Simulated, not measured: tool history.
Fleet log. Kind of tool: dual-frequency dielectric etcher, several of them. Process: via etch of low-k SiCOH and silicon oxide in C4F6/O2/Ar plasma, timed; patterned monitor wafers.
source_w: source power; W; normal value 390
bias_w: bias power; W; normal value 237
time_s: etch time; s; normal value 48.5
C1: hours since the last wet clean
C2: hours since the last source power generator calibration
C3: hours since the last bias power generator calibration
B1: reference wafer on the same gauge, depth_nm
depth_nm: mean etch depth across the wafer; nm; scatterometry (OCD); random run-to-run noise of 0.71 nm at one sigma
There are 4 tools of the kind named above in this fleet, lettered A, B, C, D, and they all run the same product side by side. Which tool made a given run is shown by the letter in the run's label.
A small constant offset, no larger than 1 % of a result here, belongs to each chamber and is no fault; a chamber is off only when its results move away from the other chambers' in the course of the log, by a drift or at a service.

{"run": "1D", "hour": 12.0, "source_w": 390, "bias_w": 237, "time_s": 48.5, "C1": 391.2, "C2": 2468.8, "C3": 163.7, "B1": 155.11, "depth_nm": 136.57}
{"run": "2B", "hour": 26.9, "source_w": 390, "bias_w": 237, "time_s": 48.5, "C1": 259.8, "C2": 2343.9, "C3": 183.8, "B1": 154.94, "depth_nm": 135.45}
{"run": "3A", "hour": 34.9, "source_w": 390, "bias_w": 237, "time_s": 48.5, "C1": 285.3, "C2": 899.0, "C3": 2486.9, "B1": 155.25, "depth_nm": 136.93}
{"run": "4C", "hour": 44.8, "source_w": 390, "bias_w": 237, "time_s": 48.5, "C1": 509.7, "C2": 616.0, "C3": 3941.6, "B1": 155.08, "depth_nm": 136.64}
{"run": "5D", "hour": 55.9, "source_w": 390, "bias_w": 237, "time_s": 48.5, "C1": 435.1, "C2": 2512.7, "C3": 207.6, "B1": 154.85, "depth_nm": 137.29}
{"run": "6A", "hour": 68.0, "source_w": 390, "bias_w": 237, "time_s": 48.5, "C1": 318.4, "C2": 932.1, "C3": 2520.0, "B1": 154.81, "depth_nm": 138.34}
{"run": "7C", "hour": 76.1, "source_w": 390, "bias_w": 237, "time_s": 48.5, "C1": 541.0, "C2": 647.3, "C3": 3972.9, "B1": 154.81, "depth_nm": 137.01}
{"run": "8B", "hour": 90.3, "source_w": 390, "bias_w": 237, "time_s": 48.5, "C1": 323.2, "C2": 2407.3, "C3": 247.2, "B1": 154.95, "depth_nm": 135.68}
{"run": "9D", "hour": 98.1, "source_w": 390, "bias_w": 237, "time_s": 48.5, "C1": 477.3, "C2": 2554.9, "C3": 249.8, "B1": 155.25, "depth_nm": 135.92}
{"run": "10C", "hour": 104.7, "source_w": 390, "bias_w": 237, "time_s": 48.5, "C1": 569.6, "C2": 675.9, "C3": 4001.5, "B1": 154.94, "depth_nm": 135.69}
{"run": "11B", "hour": 114.5, "source_w": 390, "bias_w": 237, "time_s": 48.5, "C1": 347.4, "C2": 2431.5, "C3": 271.4, "B1": 155.18, "depth_nm": 136.17}
{"hour": 115.6, "done": "chamber C: bias power generator calibrated"}
{"run": "12A", "hour": 122.6, "source_w": 390, "bias_w": 237, "time_s": 48.5, "C1": 373.0, "C2": 986.7, "C3": 2574.6, "B1": 155.1, "depth_nm": 136.87}
{"run": "13C", "hour": 136.0, "source_w": 390, "bias_w": 237, "time_s": 48.5, "C1": 600.9, "C2": 707.2, "C3": 20.4, "B1": 154.94, "depth_nm": 136.76}
{"hour": 145.3, "done": "chamber D: wet clean of the chamber"}
{"run": "14B", "hour": 145.9, "source_w": 390, "bias_w": 237, "time_s": 48.5, "C1": 378.8, "C2": 2462.9, "C3": 302.8, "B1": 155.18, "depth_nm": 135.91}
{"run": "15D", "hour": 160.7, "source_w": 390, "bias_w": 237, "time_s": 48.5, "C1": 15.5, "C2": 2617.5, "C3": 312.4, "B1": 155.24, "depth_nm": 132.4}
{"run": "16A", "hour": 171.1, "source_w": 390, "bias_w": 237, "time_s": 48.5, "C1": 421.5, "C2": 1035.2, "C3": 2623.1, "B1": 154.92, "depth_nm": 136.66}
{"run": "17C", "hour": 182.2, "source_w": 390, "bias_w": 237, "time_s": 48.5, "C1": 647.1, "C2": 753.4, "C3": 66.6, "B1": 155.04, "depth_nm": 136.59}
{"run": "18B", "hour": 190.9, "source_w": 390, "bias_w": 237, "time_s": 48.5, "C1": 423.8, "C2": 2507.9, "C3": 347.8, "B1": 155.07, "depth_nm": 135.76}
{"hour": 198.1, "done": "chamber C: wet clean of the chamber"}
{"hour": 204.7, "done": "chamber A: wet clean of the chamber"}
{"run": "19A", "hour": 204.8, "source_w": 390, "bias_w": 237, "time_s": 48.5, "C1": 0.1, "C2": 1068.9, "C3": 2656.8, "B1": 155.24, "depth_nm": 137.21}
{"run": "20D", "hour": 212.6, "source_w": 390, "bias_w": 237, "time_s": 48.5, "C1": 67.4, "C2": 2669.4, "C3": 364.3, "B1": 154.97, "depth_nm": 133.38}
{"run": "21A", "hour": 221.3, "source_w": 390, "bias_w": 237, "time_s": 48.5, "C1": 16.6, "C2": 1085.4, "C3": 2673.3, "B1": 154.93, "depth_nm": 137.79}
{"run": "22D", "hour": 228.2, "source_w": 390, "bias_w": 237, "time_s": 41.5, "C1": 83.0, "C2": 2685.0, "C3": 379.9, "B1": 154.96, "depth_nm": 113.57}
{"run": "23B", "hour": 243.0, "source_w": 390, "bias_w": 237, "time_s": 41.5, "C1": 475.9, "C2": 2560.0, "C3": 399.9, "B1": 154.93, "depth_nm": 115.36}
{"run": "24C", "hour": 255.4, "source_w": 390, "bias_w": 237, "time_s": 41.5, "C1": 57.3, "C2": 826.6, "C3": 139.8, "B1": 154.95, "depth_nm": 115.99}
{"run": "25A", "hour": 266.9, "source_w": 390, "bias_w": 237, "time_s": 41.5, "C1": 62.2, "C2": 1131.0, "C3": 2718.9, "B1": 155.1, "depth_nm": 116.03}
{"run": "26B", "hour": 276.2, "source_w": 390, "bias_w": 237, "time_s": 48.5, "C1": 509.1, "C2": 2593.2, "C3": 433.1, "B1": 154.98, "depth_nm": 137.43}
{"run": "27C", "hour": 286.8, "source_w": 390, "bias_w": 237, "time_s": 48.5, "C1": 88.7, "C2": 858.0, "C3": 171.2, "B1": 155.02, "depth_nm": 136.51}
{"run": "28D", "hour": 296.0, "source_w": 390, "bias_w": 237, "time_s": 48.5, "C1": 150.8, "C2": 2752.8, "C3": 447.7, "B1": 155.1, "depth_nm": 132.87}
{"run": "29A", "hour": 304.6, "source_w": 390, "bias_w": 237, "time_s": 48.5, "C1": 99.9, "C2": 1168.7, "C3": 2756.6, "B1": 154.87, "depth_nm": 137.71}
{"hour": 310.4, "done": "chamber B: wet clean of the chamber"}
{"run": "30B", "hour": 316.2, "source_w": 390, "bias_w": 237, "time_s": 48.5, "C1": 5.8, "C2": 2633.2, "C3": 473.1, "B1": 154.97, "depth_nm": 136.57}
{"run": "31D", "hour": 325.5, "source_w": 390, "bias_w": 181, "time_s": 43.5, "C1": 180.3, "C2": 2782.3, "C3": 477.2, "B1": 155.1, "depth_nm": 109.72}
{"run": "32C", "hour": 332.1, "source_w": 390, "bias_w": 181, "time_s": 43.5, "C1": 134.0, "C2": 903.3, "C3": 216.5, "B1": 154.79, "depth_nm": 111.88}
{"run": "33A", "hour": 343.0, "source_w": 390, "bias_w": 181, "time_s": 43.5, "C1": 138.3, "C2": 1207.1, "C3": 2795.0, "B1": 155.23, "depth_nm": 112.41}
{"run": "34C", "hour": 356.6, "source_w": 390, "bias_w": 181, "time_s": 43.5, "C1": 158.5, "C2": 927.8, "C3": 241.0, "B1": 154.9, "depth_nm": 110.84}
{"run": "35B", "hour": 371.2, "source_w": 390, "bias_w": 237, "time_s": 48.5, "C1": 60.8, "C2": 2688.2, "C3": 528.1, "B1": 155.06, "depth_nm": 136.05}
{"run": "36D", "hour": 377.8, "source_w": 390, "bias_w": 237, "time_s": 48.5, "C1": 232.6, "C2": 2834.6, "C3": 529.5, "B1": 155.05, "depth_nm": 132.91}
{"run": "37B", "hour": 384.4, "source_w": 390, "bias_w": 237, "time_s": 48.5, "C1": 74.0, "C2": 2701.4, "C3": 541.3, "B1": 155.11, "depth_nm": 136.74}
{"run": "38D", "hour": 398.2, "source_w": 390, "bias_w": 237, "time_s": 43.5, "C1": 253.0, "C2": 2855.0, "C3": 549.9, "B1": 154.97, "depth_nm": 119.03}
{"run": "39C", "hour": 410.2, "source_w": 390, "bias_w": 237, "time_s": 43.5, "C1": 212.1, "C2": 981.4, "C3": 294.6, "B1": 154.98, "depth_nm": 122.07}
{"run": "40A", "hour": 423.7, "source_w": 390, "bias_w": 237, "time_s": 43.5, "C1": 219.0, "C2": 1287.8, "C3": 2875.7, "B1": 155.05, "depth_nm": 122.62}
{"run": "41B", "hour": 437.9, "source_w": 390, "bias_w": 237, "time_s": 43.5, "C1": 127.5, "C2": 2754.9, "C3": 594.8, "B1": 154.83, "depth_nm": 121.56}

Next, all 4 chambers run the settings below, one line each with question marks for the results. What does each chamber give?
{"run": "42A", "hour": 448.7, "source_w": 390, "bias_w": 288, "time_s": 48.5, "depth_nm": "?"}
{"run": "42B", "hour": 448.7, "source_w": 390, "bias_w": 288, "time_s": 48.5, "depth_nm": "?"}
{"run": "42C", "hour": 448.7, "source_w": 390, "bias_w": 288, "time_s": 48.5, "depth_nm": "?"}
{"run": "42D", "hour": 448.7, "source_w": 390, "bias_w": 288, "time_s": 48.5, "depth_nm": "?"}

run=42A depth_nm=145.66
run=42B depth_nm=147.16
run=42C depth_nm=144.39
run=42D depth_nm=140.22
